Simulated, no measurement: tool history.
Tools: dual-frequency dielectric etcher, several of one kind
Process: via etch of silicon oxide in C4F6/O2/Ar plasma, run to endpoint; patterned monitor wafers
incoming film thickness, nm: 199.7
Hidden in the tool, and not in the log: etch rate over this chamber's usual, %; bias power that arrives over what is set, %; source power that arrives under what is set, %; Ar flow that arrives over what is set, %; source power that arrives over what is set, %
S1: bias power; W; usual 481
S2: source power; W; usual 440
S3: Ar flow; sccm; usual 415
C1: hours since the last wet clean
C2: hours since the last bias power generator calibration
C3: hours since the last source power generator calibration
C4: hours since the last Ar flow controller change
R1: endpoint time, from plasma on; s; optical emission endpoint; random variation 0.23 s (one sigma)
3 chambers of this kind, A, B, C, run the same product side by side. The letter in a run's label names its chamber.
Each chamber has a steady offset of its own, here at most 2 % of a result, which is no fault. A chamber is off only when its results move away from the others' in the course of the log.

run,hour,S1,S2,S3,C1,C2,C3,C4,R1
1B,9.3,481,440,415,35.3,3159.8,382.1,3388.0,45.152
2C,20.1,481,440,415,51.7,1861.7,471.0,2647.5,44.710
3A,25.8,481,440,415,214.0,1811.8,1004.0,222.2,43.639
4A,32.1,481,440,415,220.3,1818.1,1010.3,228.5,43.553
5B,38.9,481,440,415,64.9,3189.4,411.7,3417.6,44.122
6C,46.2,481,440,415,77.8,1887.8,497.1,2673.6,44.799
7A,56.8,481,440,415,245.0,1842.8,1035.0,253.2,43.635
8B,62.1,481,440,415,88.1,3212.6,434.9,3440.8,44.522
9C,68.3,481,440,415,99.9,1909.9,519.2,2695.7,45.091
10A,74.8,481,440,415,263.0,1860.8,1053.0,271.2,43.791
11B,83.0,481,440,415,109.0,3233.5,455.8,3461.7,43.953
12C,88.3,481,440,415,119.9,1929.9,539.2,2715.7,44.419
13C,93.6,481,440,415,125.2,1935.2,544.5,2721.0,44.675
14B,104.9,481,440,323,130.9,3255.4,477.7,3483.6,43.359
15A,112.0,481,440,323,300.2,1898.0,1090.2,308.4,42.884
16C,117.3,481,440,323,148.9,1958.9,568.2,2744.7,43.508
17B,123.5,379,440,415,149.5,3274.0,496.3,3502.2,48.364
18A,134.1,379,440,415,322.3,1920.1,1112.3,330.5,48.181
# hour 138.0: chamber A: bias power generator calibrated
19A,144.2,379,440,415,332.4,6.3,1122.4,340.6,47.756
20C,152.8,481,440,415,184.4,1994.4,603.7,2780.2,44.651
21B,163.8,481,440,415,189.8,3314.3,536.6,3542.5,44.423
22C,169.2,481,440,415,200.8,2010.8,620.1,2796.6,45.160
23A,178.9,481,340,495,367.1,41.0,1157.1,375.3,48.980
24B,185.9,481,340,495,211.9,3336.4,558.7,3564.6,49.886
25A,191.2,481,340,495,379.4,53.3,1169.4,387.6,49.326
26B,197.7,481,440,415,223.7,3348.2,570.5,3576.4,44.723
27C,207.3,481,440,415,238.9,2048.9,658.2,2834.7,44.943
28C,213.1,481,440,415,244.7,2054.7,664.0,2840.5,44.488

What goes on in this fleet: one chamber off, a drifting gauge, or nothing beyond the chambers' own small offsets? Name the chamber and the cause, if any.

No chamber stands off beyond its own small offset, and the gauge holds steady.
